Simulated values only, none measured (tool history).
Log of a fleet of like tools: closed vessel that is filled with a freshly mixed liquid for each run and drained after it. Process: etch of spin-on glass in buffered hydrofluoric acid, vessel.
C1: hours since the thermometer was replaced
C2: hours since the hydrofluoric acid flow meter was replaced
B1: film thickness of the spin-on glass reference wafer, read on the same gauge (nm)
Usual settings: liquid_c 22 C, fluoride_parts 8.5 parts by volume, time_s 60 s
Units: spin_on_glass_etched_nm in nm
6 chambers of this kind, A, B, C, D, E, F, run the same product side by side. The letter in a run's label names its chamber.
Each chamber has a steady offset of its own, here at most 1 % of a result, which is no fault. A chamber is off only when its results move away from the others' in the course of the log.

run 1A hour=2.4 | liquid_c=22 fluoride_parts=8.5 time_s=60 | C1=242.8 C2=38.4 | B1=140 | spin_on_glass_etched_nm=183.86
run 2B hour=4.9 | liquid_c=22 fluoride_parts=8.5 time_s=60 | C1=1057.9 C2=903.6 | B1=140.02 | spin_on_glass_etched_nm=183.85
run 3D hour=9.1 | liquid_c=22 fluoride_parts=8.5 time_s=60 | C1=362.5 C2=384.6 | B1=140 | spin_on_glass_etched_nm=184.83
run 4E hour=12.6 | liquid_c=22 fluoride_parts=8.5 time_s=60 | C1=124.7 C2=376.1 | B1=140.01 | spin_on_glass_etched_nm=181.41
run 5C hour=15 | liquid_c=22 fluoride_parts=8.5 time_s=60 | C1=298.2 C2=164.7 | B1=139.98 | spin_on_glass_etched_nm=182.53
run 6F hour=18.5 | liquid_c=22 fluoride_parts=8.5 time_s=60 | C1=496.7 C2=1675.9 | B1=139.99 | spin_on_glass_etched_nm=180.92
run 7C hour=22.2 | liquid_c=22 fluoride_parts=8.5 time_s=60 | C1=305.4 C2=171.9 | B1=139.99 | spin_on_glass_etched_nm=181.23
run 8D hour=25.3 | liquid_c=22 fluoride_parts=8.5 time_s=60 | C1=378.7 C2=400.8 | B1=140 | spin_on_glass_etched_nm=180.95
run 9E hour=27.3 | liquid_c=22 fluoride_parts=8.5 time_s=60 | C1=139.4 C2=390.8 | B1=139.99 | spin_on_glass_etched_nm=182.24
run 10F hour=31.5 | liquid_c=24 fluoride_parts=8.5 time_s=30 | C1=509.7 C2=1688.9 | B1=140.01 | spin_on_glass_etched_nm=102.27
run 11B hour=33.5 | liquid_c=24 fluoride_parts=8.5 time_s=30 | C1=1086.5 C2=932.2 | B1=140 | spin_on_glass_etched_nm=102.72
run 12A hour=36.8 | liquid_c=24 fluoride_parts=8.5 time_s=30 | C1=277.2 C2=72.8 | B1=139.99 | spin_on_glass_etched_nm=101.5
run 13E hour=41 | liquid_c=24 fluoride_parts=8.5 time_s=30 | C1=153.1 C2=404.5 | B1=140.01 | spin_on_glass_etched_nm=101.51
run 14D hour=43.2 | liquid_c=24 fluoride_parts=8.5 time_s=30 | C1=396.6 C2=418.7 | B1=140 | spin_on_glass_etched_nm=102.26
run 15C hour=45.7 | liquid_c=24 fluoride_parts=8.5 time_s=30 | C1=328.9 C2=195.4 | B1=140.02 | spin_on_glass_etched_nm=101.9
run 16B hour=49.8 | liquid_c=22 fluoride_parts=9.5 time_s=30 | C1=1102.8 C2=948.5 | B1=140 | spin_on_glass_etched_nm=82.998
run 17A hour=54.1 | liquid_c=22 fluoride_parts=9.5 time_s=30 | C1=294.5 C2=90.1 | B1=140 | spin_on_glass_etched_nm=82.625
run 18F hour=57.8 | liquid_c=22 fluoride_parts=9.5 time_s=30 | C1=536 C2=1715.2 | B1=140.02 | spin_on_glass_etched_nm=83.074
run 19E hour=59.7 | liquid_c=22 fluoride_parts=9.5 time_s=30 | C1=171.8 C2=423.2 | B1=140 | spin_on_glass_etched_nm=81.907
run 20C hour=62.2 | liquid_c=22 fluoride_parts=9.5 time_s=30 | C1=345.4 C2=211.9 | B1=140.01 | spin_on_glass_etched_nm=82.654
run 21D hour=65.4 | liquid_c=22 fluoride_parts=9.5 time_s=30 | C1=418.8 C2=440.9 | B1=140.01 | spin_on_glass_etched_nm=82.989
run 22B hour=68.2 | liquid_c=22 fluoride_parts=8.5 time_s=60 | C1=1121.2 C2=966.9 | B1=140.02 | spin_on_glass_etched_nm=184.16
run 23A hour=72.6 | liquid_c=22 fluoride_parts=8.5 time_s=60 | C1=313 C2=108.6 | B1=140.02 | spin_on_glass_etched_nm=184
run 24F hour=74.7 | liquid_c=22 fluoride_parts=11 time_s=40 | C1=552.9 C2=1732.1 | B1=140.02 | spin_on_glass_etched_nm=95.985
run 25B hour=77.5 | liquid_c=22 fluoride_parts=11 time_s=40 | C1=1130.5 C2=976.2 | B1=140 | spin_on_glass_etched_nm=97.089
run 26C hour=80.1 | liquid_c=22 fluoride_parts=11 time_s=40 | C1=363.3 C2=229.8 | B1=139.98 | spin_on_glass_etched_nm=97.061
run 27F hour=82.7 | liquid_c=22 fluoride_parts=11 time_s=40 | C1=560.9 C2=1740.1 | B1=140.01 | spin_on_glass_etched_nm=96.809
run 28E hour=85.8 | liquid_c=22 fluoride_parts=11 time_s=40 | C1=197.9 C2=449.3 | B1=139.98 | spin_on_glass_etched_nm=93.946
run 29D hour=87.9 | liquid_c=22 fluoride_parts=11 time_s=40 | C1=441.3 C2=463.4 | B1=139.98 | spin_on_glass_etched_nm=98.244
run 30A hour=91.9 | liquid_c=22 fluoride_parts=8.5 time_s=60 | C1=332.3 C2=127.9 | B1=140.02 | spin_on_glass_etched_nm=182.07
run 31B hour=95.5 | liquid_c=22 fluoride_parts=8.5 time_s=60 | C1=1148.5 C2=994.2 | B1=140 | spin_on_glass_etched_nm=182.66
run 32A hour=99.1 | liquid_c=22 fluoride_parts=8.5 time_s=60 | C1=339.5 C2=135.1 | B1=140 | spin_on_glass_etched_nm=186
run 33C hour=102.9 | liquid_c=22 fluoride_parts=8.5 time_s=60 | C1=386.1 C2=252.6 | B1=140 | spin_on_glass_etched_nm=182.16
run 34E hour=106.2 | liquid_c=22 fluoride_parts=8.5 time_s=60 | C1=218.3 C2=469.7 | B1=140.02 | spin_on_glass_etched_nm=170.67
run 35F hour=108.7 | liquid_c=22 fluoride_parts=8.5 time_s=60 | C1=586.9 C2=1766.1 | B1=139.99 | spin_on_glass_etched_nm=181.48
run 36D hour=111.4 | liquid_c=22 fluoride_parts=8.5 time_s=60 | C1=464.8 C2=486.9 | B1=140.01 | spin_on_glass_etched_nm=183.14
run 37F hour=114.6 | liquid_c=22 fluoride_parts=8.5 time_s=60 | C1=592.8 C2=1772 | B1=140.02 | spin_on_glass_etched_nm=181.4
run 38C hour=116.7 | liquid_c=18.5 fluoride_parts=8.5 time_s=60 | C1=399.9 C2=266.4 | B1=140.01 | spin_on_glass_etched_nm=149.55
run 39E hour=121.1 | liquid_c=18.5 fluoride_parts=8.5 time_s=60 | C1=233.2 C2=484.6 | B1=140.01 | spin_on_glass_etched_nm=137.72
run 40B hour=125.3 | liquid_c=18.5 fluoride_parts=8.5 time_s=60 | C1=1178.3 C2=1024 | B1=140.01 | spin_on_glass_etched_nm=150.17
run 41D hour=128.4 | liquid_c=18.5 fluoride_parts=8.5 time_s=60 | C1=481.8 C2=503.9 | B1=140 | spin_on_glass_etched_nm=150.02

Is one chamber off against the others, does the gauge drift, or is nothing wrong? If a chamber is off, say which, and what the likeliest cause is.

Chamber E drifts away from the others.
Cause: hydrofluoric acid flow below the setpoint (%) = 7.8.
The log may not tell that from: liquid colder than its thermometer reads (K).

Here are 4 candidates for chamber E's next run, each the usual settings with a change, their results left as question marks. Which one brings its results back in line with what the others give on the usual settings?
In line means no further than this from the other chambers' mean on the usual settings: spin_on_glass_etched_nm 3.8 nm
run 42E-1 hour=131.6 | liquid_c=21.5 fluoride_parts=8.5 time_s=60 | spin_on_glass_etched_nm=?
run 42E-2 hour=131.6 | liquid_c=22 fluoride_parts=8.5 time_s=65 | spin_on_glass_etched_nm=?
run 42E-3 hour=131.6 | liquid_c=20.5 fluoride_parts=8.5 time_s=60 | spin_on_glass_etched_nm=?
run 42E-4 hour=131.6 | liquid_c=22.5 fluoride_parts=8.5 time_s=60 | spin_on_glass_etched_nm=?

The other chambers' mean on the usual settings: spin_on_glass_etched_nm 182.38 nm
run=42E-1 spin_on_glass_etched_nm=164.23
run=42E-2 spin_on_glass_etched_nm=183.01
run=42E-3 spin_on_glass_etched_nm=155.26
run=42E-4 spin_on_glass_etched_nm=173.75
42E-2 brings the chamber back in line.
